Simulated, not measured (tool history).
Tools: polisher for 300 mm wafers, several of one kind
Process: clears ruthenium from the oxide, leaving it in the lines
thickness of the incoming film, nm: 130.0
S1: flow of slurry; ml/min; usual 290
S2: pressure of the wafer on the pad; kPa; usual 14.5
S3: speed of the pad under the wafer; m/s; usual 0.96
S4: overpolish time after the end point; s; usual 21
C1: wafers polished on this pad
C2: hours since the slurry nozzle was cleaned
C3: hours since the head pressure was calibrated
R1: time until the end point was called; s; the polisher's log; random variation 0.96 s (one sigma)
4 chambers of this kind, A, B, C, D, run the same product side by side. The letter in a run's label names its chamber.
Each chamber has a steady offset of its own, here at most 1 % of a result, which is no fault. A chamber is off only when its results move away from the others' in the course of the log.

At hour 1.7: chamber D: slurry nozzle cleaned.
Run 1B, hour 5.0: usual settings; C1 216; C2 483.8; C3 112.0. Result: R1 117.64 s.
Run 2A, hour 9.3: usual settings; C1 166; C2 53.2; C3 488.0. Result: R1 115.65 s.
Run 3C, hour 13.5: usual settings; C1 239; C2 631.8; C3 467.3. Result: R1 116.81 s.
Run 4D, hour 18.2: usual settings; C1 1203; C2 16.5; C3 1263.1. Result: R1 116.42 s.
Run 5B, hour 21.6: usual settings; C1 294; C2 500.4; C3 128.6. Result: R1 117.19 s.
Run 6C, hour 24.8: usual settings; C1 293; C2 643.1; C3 478.6. Result: R1 117.42 s.
Run 7A, hour 28.1: usual settings; C1 254; C2 72.0; C3 506.8. Result: R1 115.07 s.
At hour 29.6: chamber C: slurry nozzle cleaned.
Run 8D, hour 32.0: usual settings; C1 1268; C2 30.3; C3 1276.9. Result: R1 116.21 s.
At hour 34.5: chamber D: worn pad replaced by a new one.
Run 9C, hour 34.5: usual settings but S3 1.12 m/s, S4 14 s; C1 338; C2 5.0; C3 488.3. Result: R1 101.21 s.
Run 10B, hour 38.4: usual settings but S3 1.12 m/s, S4 14 s; C1 374; C2 517.2; C3 145.4. Result: R1 100.24 s.
Run 11D, hour 41.7: usual settings but S3 1.12 m/s, S4 14 s; C1 34; C2 40.0; C3 1286.6. Result: R1 100.46 s.
Run 12A, hour 45.3: usual settings but S3 1.12 m/s, S4 14 s; C1 335; C2 89.2; C3 524.0. Result: R1 100.49 s.
Run 13B, hour 50.0: usual settings; C1 428; C2 528.8; C3 157.0. Result: R1 118.34 s.
Run 14D, hour 54.2: usual settings; C1 93; C2 52.5; C3 1299.1. Result: R1 116.18 s.
Run 15C, hour 59.4: usual settings; C1 456; C2 29.9; C3 513.2. Result: R1 116.56 s.
Run 16A, hour 63.1: usual settings; C1 419; C2 107.0; C3 541.8. Result: R1 117.45 s.
Run 17D, hour 65.7: usual settings; C1 147; C2 64.0; C3 1310.6. Result: R1 117.30 s.
Run 18B, hour 70.8: usual settings; C1 527; C2 549.6; C3 177.8. Result: R1 124.27 s.
Run 19A, hour 74.3: usual settings but S1 200 ml/min; C1 472; C2 118.2; C3 553.0. Result: R1 121.15 s.
Run 20C, hour 79.7: usual settings but S1 200 ml/min; C1 552; C2 50.2; C3 533.5. Result: R1 121.33 s.
Run 21D, hour 83.4: usual settings but S1 200 ml/min; C1 231; C2 81.7; C3 1328.3. Result: R1 120.93 s.
Run 22B, hour 87.2: usual settings but S1 200 ml/min; C1 604; C2 566.0; C3 194.2. Result: R1 131.24 s.
Run 23A, hour 91.0: usual settings; C1 551; C2 134.9; C3 569.7. Result: R1 116.54 s.
Run 24C, hour 96.3: usual settings; C1 630; C2 66.8; C3 550.1. Result: R1 116.40 s.
Run 25B, hour 99.0: usual settings; C1 660; C2 577.8; C3 206.0. Result: R1 129.49 s.
Run 26A, hour 104.4: usual settings but S1 215 ml/min; C1 614; C2 148.3; C3 583.1. Result: R1 120.65 s.
Run 27C, hour 106.9: usual settings but S1 215 ml/min; C1 680; C2 77.4; C3 560.7. Result: R1 119.74 s.
Run 28D, hour 109.9: usual settings but S1 215 ml/min; C1 356; C2 108.2; C3 1354.8. Result: R1 122.19 s.

What goes on in this fleet: one chamber off, a drifting gauge, or nothing beyond the chambers' own small offsets? Name the chamber and the cause, if any.

Chamber B drifts away from the others.
Cause: removal rate lost through wear of the pad, % = 11.
The log may not tell that from: head's pressure below its setpoint, %.

Here are 4 candidates for chamber B's next run, each the usual settings with a change, their results left as question marks. Which one brings its results back in line with what the others give on the usual settings?
In line means no further than this from the other chambers' mean on the usual settings: R1 3.40 s
Run 29B-1, hour 114.0: usual settings but S3 0.86 m/s. Result: R1 ?.
Run 29B-2, hour 114.0: usual settings but S2 15.2 kPa, S3 1.02 m/s. Result: R1 ?.
Run 29B-3, hour 114.0: usual settings but S2 18.6 kPa. Result: R1 ?.
Run 29B-4, hour 114.0: usual settings but S2 11.0 kPa. Result: R1 ?.

The other chambers' mean on the usual settings: R1 116.94 s
  run      R1
29B-1  146.48
29B-2  117.63
29B-3  102.08
29B-4  171.47
29B-2 brings the chamber back in line.
